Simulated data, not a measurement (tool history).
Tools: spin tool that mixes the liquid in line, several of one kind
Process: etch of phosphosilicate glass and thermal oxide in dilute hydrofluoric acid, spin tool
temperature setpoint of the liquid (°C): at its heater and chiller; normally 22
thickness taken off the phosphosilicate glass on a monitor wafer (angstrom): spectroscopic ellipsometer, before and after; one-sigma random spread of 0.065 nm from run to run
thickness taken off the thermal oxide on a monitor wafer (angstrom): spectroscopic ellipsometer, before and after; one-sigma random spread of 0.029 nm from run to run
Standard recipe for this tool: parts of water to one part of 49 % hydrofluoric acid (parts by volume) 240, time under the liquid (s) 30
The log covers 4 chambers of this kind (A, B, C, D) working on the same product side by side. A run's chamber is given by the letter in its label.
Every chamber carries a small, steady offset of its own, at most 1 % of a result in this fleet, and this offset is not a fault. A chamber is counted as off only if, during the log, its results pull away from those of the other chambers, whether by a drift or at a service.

run	day	temperature setpoint of the liquid (°C)	parts of water to one part of 49 % hydrofluoric acid (parts by volume)	time under the liquid (s)	hours since the thermometer was replaced	hours since the hydrofluoric acid flow meter was replaced	read-back film thickness of the phosphosilicate glass reference wafer, read on the same gauge (nm)	read-back film thickness of the thermal oxide reference wafer, read on the same gauge (nm)	thickness taken off the phosphosilicate glass on a monitor wafer (angstrom)	thickness taken off the thermal oxide on a monitor wafer (angstrom)
1B	0.112	22	240	30	1974.7	1248.9	50.001	59.989	72.048	4.4014
2C	0.225	22	240	30	207.9	1153.9	50.006	60.023	72.871	4.2206
3D	0.308	22	240	30	49.5	277.0	49.974	60.012	71.594	4.3362
4A	0.450	22	240	30	1912.4	708.0	50.006	59.981	72.185	4.3788
5C	0.542	22	240	30	215.5	1161.5	49.993	60.020	73.520	4.4131
6A	0.638	22	240	30	1916.9	712.5	50.019	60.017	73.035	4.3897
7D	0.804	22	240	30	61.4	288.9	49.988	60.020	72.504	4.3673
8B	0.967	22	240	30	1995.2	1269.4	50.034	59.978	73.075	4.3985
9B	1.092	22	240	30	1998.2	1272.4	50.022	59.994	72.035	4.7283
10A	1.208	22	240	30	1930.6	726.2	50.016	59.977	72.192	4.2162
11D	1.358	22	240	30	74.7	302.2	49.996	60.036	73.060	4.4561
12C	1.475	22	240	30	237.9	1183.9	49.978	59.975	73.168	3.6447
13C	1.612	22	240	30	241.2	1187.2	50.000	60.015	72.358	4.7417
14B	1.733	22	240	30	2013.6	1287.8	50.000	60.014	71.449	4.7875
15A	1.817	22	240	30	1945.2	740.8	50.026	59.969	72.841	4.4462
16D	1.992	22	240	30	89.9	317.4	50.007	60.038	73.169	4.2403
17B	2.167	22	240	30	2024.0	1298.2	50.014	60.006	72.881	5.1188
18A	2.275	22	240	50	1956.2	751.8	49.980	59.997	120.100	7.6622
19D	2.404	22	240	50	99.8	327.3	50.003	59.999	123.000	7.4802
20C	2.538	22	240	50	263.4	1209.4	49.994	60.004	121.360	6.9007
21A	2.638	22	240	50	1964.9	760.5	50.014	60.016	122.170	6.8946
22B	2.779	22	170	15	2038.7	1312.9	49.960	59.989	54.323	3.3550
23D	2.875	22	170	15	111.1	338.6	49.981	60.018	56.038	3.6626
24C	2.967	22	170	15	273.7	1219.7	49.995	59.979	55.457	3.3062
25B	3.083	22	170	15	2046.0	1320.2	49.998	59.945	54.604	3.5416
26D	3.162	22	240	30	118.0	345.5	50.023	59.944	75.669	4.6132
27C	3.292	22	240	30	281.5	1227.5	50.002	59.975	73.128	4.1796
28A	3.392	22	240	30	1983.0	778.6	50.010	60.035	72.834	4.7499
29A	3.504	22	240	30	1985.7	781.3	50.013	59.979	73.192	4.3796
30D	3.588	22	240	30	128.2	355.7	49.994	60.027	76.199	4.0361
31B	3.708	22	240	30	2061.0	1335.2	49.995	60.027	71.972	4.3150
32C	3.854	22	240	30	295.0	1241.0	49.967	60.052	71.381	4.0030
33A	4.029	22	240	30	1998.3	793.9	49.998	60.034	71.691	4.4491
34B	4.175	22	240	30	2072.2	1346.4	49.974	60.011	72.039	4.2964
35C	4.262	22	240	30	304.8	1250.8	49.993	60.018	73.223	4.3828
36D	4.438	22	240	30	148.6	376.1	50.013	60.021	77.380	4.9054
37D	4.579	25	240	30	152.0	379.5	50.003	59.998	86.386	5.4853
38A	4.729	25	240	30	2015.1	810.7	49.979	59.943	81.147	5.4981
39C	4.862	25	240	30	319.2	1265.2	49.975	60.013	81.359	5.5693
40B	4.967	25	240	30	2091.2	1365.4	49.984	60.002	80.947	5.0587

Does one chamber stand apart from the rest, does the shared gauge drift, or is all well apart from small per-chamber offsets? Give the chamber and the most likely cause, where there is one.

It is chamber D that slowly wanders off from its peers.
What lies behind it: hydrofluoric acid flow above the setpoint (%) = 6.69.
The log may not tell that from: liquid hotter than its thermometer reads (K).

Which of the 4 candidates below, each the usual settings with something changed and its results left as question marks, puts chamber D back in line with what the other chambers give on the usual settings?
Maximum distance from the other chambers' mean on the usual settings for a result to count as in line: thickness taken off the phosphosilicate glass on a monitor wafer (angstrom) 2.300; thickness taken off the thermal oxide on a monitor wafer (angstrom) 1.0000
41D-1	5.092	22	245	30					?	?
41D-2	5.092	22	255	30					?	?
41D-3	5.092	22	235	30					?	?
41D-4	5.092	22	225	30					?	?

Other chambers, usual settings, mean: thickness taken off the phosphosilicate glass on a monitor wafer (angstrom) 72.534; thickness taken off the thermal oxide on a monitor wafer (angstrom) 4.5037
run	thickness taken off the phosphosilicate glass on a monitor wafer (angstrom)	thickness taken off the thermal oxide on a monitor wafer (angstrom)
41D-1	76.518	4.9586
41D-2	72.798	4.7175
41D-3	80.569	5.2211
41D-4	84.999	5.5082
The right change is 41D-2: it brings the chamber back within the allowed miss of the others.
